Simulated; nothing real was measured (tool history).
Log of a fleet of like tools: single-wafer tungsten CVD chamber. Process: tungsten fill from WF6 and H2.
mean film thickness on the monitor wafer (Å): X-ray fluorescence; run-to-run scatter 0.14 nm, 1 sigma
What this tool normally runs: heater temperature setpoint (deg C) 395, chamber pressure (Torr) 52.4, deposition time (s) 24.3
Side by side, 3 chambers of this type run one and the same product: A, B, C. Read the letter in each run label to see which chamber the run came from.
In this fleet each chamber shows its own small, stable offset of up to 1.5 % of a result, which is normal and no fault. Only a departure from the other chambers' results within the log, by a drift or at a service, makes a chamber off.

| run | hour | heater temperature setpoint (deg C) | chamber pressure (Torr) | deposition time (s) | hours since the last thermocouple change | hours since the last manometer calibration | read-back reference wafer on the same gauge, thickness_nm | mean film thickness on the monitor wafer (Å) |
|---|---|---|---|---|---|---|---|---|
|  | 3.1 | chamber B: thermocouple changed; heater temperature recalibrated |
| 1B | 8.8 | 395 | 52.4 | 24.3 | 5.7 | 11.5 | 97.233 | 822.70 |
| 2A | 19.1 | 395 | 52.4 | 24.3 | 1296.3 | 1577.4 | 97.250 | 826.76 |
| 3C | 30.7 | 395 | 52.4 | 24.3 | 1657.6 | 851.1 | 97.201 | 825.48 |
| 4A | 42.1 | 395 | 52.4 | 24.3 | 1319.3 | 1600.4 | 97.232 | 827.56 |
|  | 42.5 | chamber A: thermocouple changed; heater temperature recalibrated |
| 5B | 50.6 | 395 | 52.4 | 24.3 | 47.5 | 53.3 | 97.211 | 823.68 |
| 6C | 62.4 | 395 | 52.4 | 24.3 | 1689.3 | 882.8 | 97.124 | 822.63 |
| 7C | 71.5 | 395 | 52.4 | 24.3 | 1698.4 | 891.9 | 97.097 | 823.89 |
| 8B | 79.0 | 395 | 52.4 | 24.3 | 75.9 | 81.7 | 97.056 | 821.57 |
| 9A | 90.1 | 395 | 52.4 | 24.3 | 47.6 | 1648.4 | 97.058 | 826.05 |
|  | 94.0 | chamber C: capacitance manometer re-zeroed and calibrated |
| 10C | 95.7 | 395 | 52.4 | 24.3 | 1722.6 | 1.7 | 96.999 | 821.62 |
| 11A | 101.5 | 395 | 59.0 | 24.3 | 59.0 | 1659.8 | 96.983 | 868.13 |
| 12B | 108.4 | 395 | 59.0 | 24.3 | 105.3 | 111.1 | 96.985 | 865.52 |
| 13C | 118.7 | 395 | 59.0 | 24.3 | 1745.6 | 24.7 | 96.971 | 866.53 |
| 14B | 128.2 | 395 | 52.4 | 24.3 | 125.1 | 130.9 | 96.953 | 820.95 |
| 15A | 140.3 | 395 | 52.4 | 24.3 | 97.8 | 1698.6 | 96.895 | 823.64 |
| 16C | 148.8 | 395 | 52.4 | 24.3 | 1775.7 | 54.8 | 96.864 | 819.82 |
| 17B | 155.2 | 395 | 52.4 | 24.3 | 152.1 | 157.9 | 96.845 | 819.33 |
| 18A | 161.7 | 395 | 52.4 | 24.3 | 119.2 | 1720.0 | 96.776 | 822.11 |
| 19B | 171.7 | 395 | 52.4 | 24.3 | 168.6 | 174.4 | 96.819 | 818.68 |
| 20C | 178.9 | 395 | 44.3 | 19.7 | 1805.8 | 84.9 | 96.751 | 614.07 |
| 21A | 185.5 | 395 | 44.3 | 19.7 | 143.0 | 1743.8 | 96.740 | 615.98 |
| 22A | 193.1 | 395 | 44.3 | 19.7 | 150.6 | 1751.4 | 96.727 | 617.23 |
| 23C | 200.3 | 395 | 52.4 | 24.3 | 1827.2 | 106.3 | 96.710 | 819.17 |
| 24B | 207.6 | 395 | 52.4 | 24.3 | 204.5 | 210.3 | 96.682 | 818.90 |
| 25A | 213.1 | 395 | 52.4 | 24.3 | 170.6 | 1771.4 | 96.645 | 822.29 |

Next, all 3 chambers run the settings below, one line each with question marks for the results. What does each chamber give?
| 26A | 221.8 | 395 | 52.4 | 28.6 |  |  |  | ? |
| 26B | 221.8 | 395 | 52.4 | 28.6 |  |  |  | ? |
| 26C | 221.8 | 395 | 52.4 | 28.6 |  |  |  | ? |

| run | mean film thickness on the monitor wafer (Å) |
|---|---|
| 26A | 968.45 |
| 26B | 963.76 |
| 26C | 964.73 |
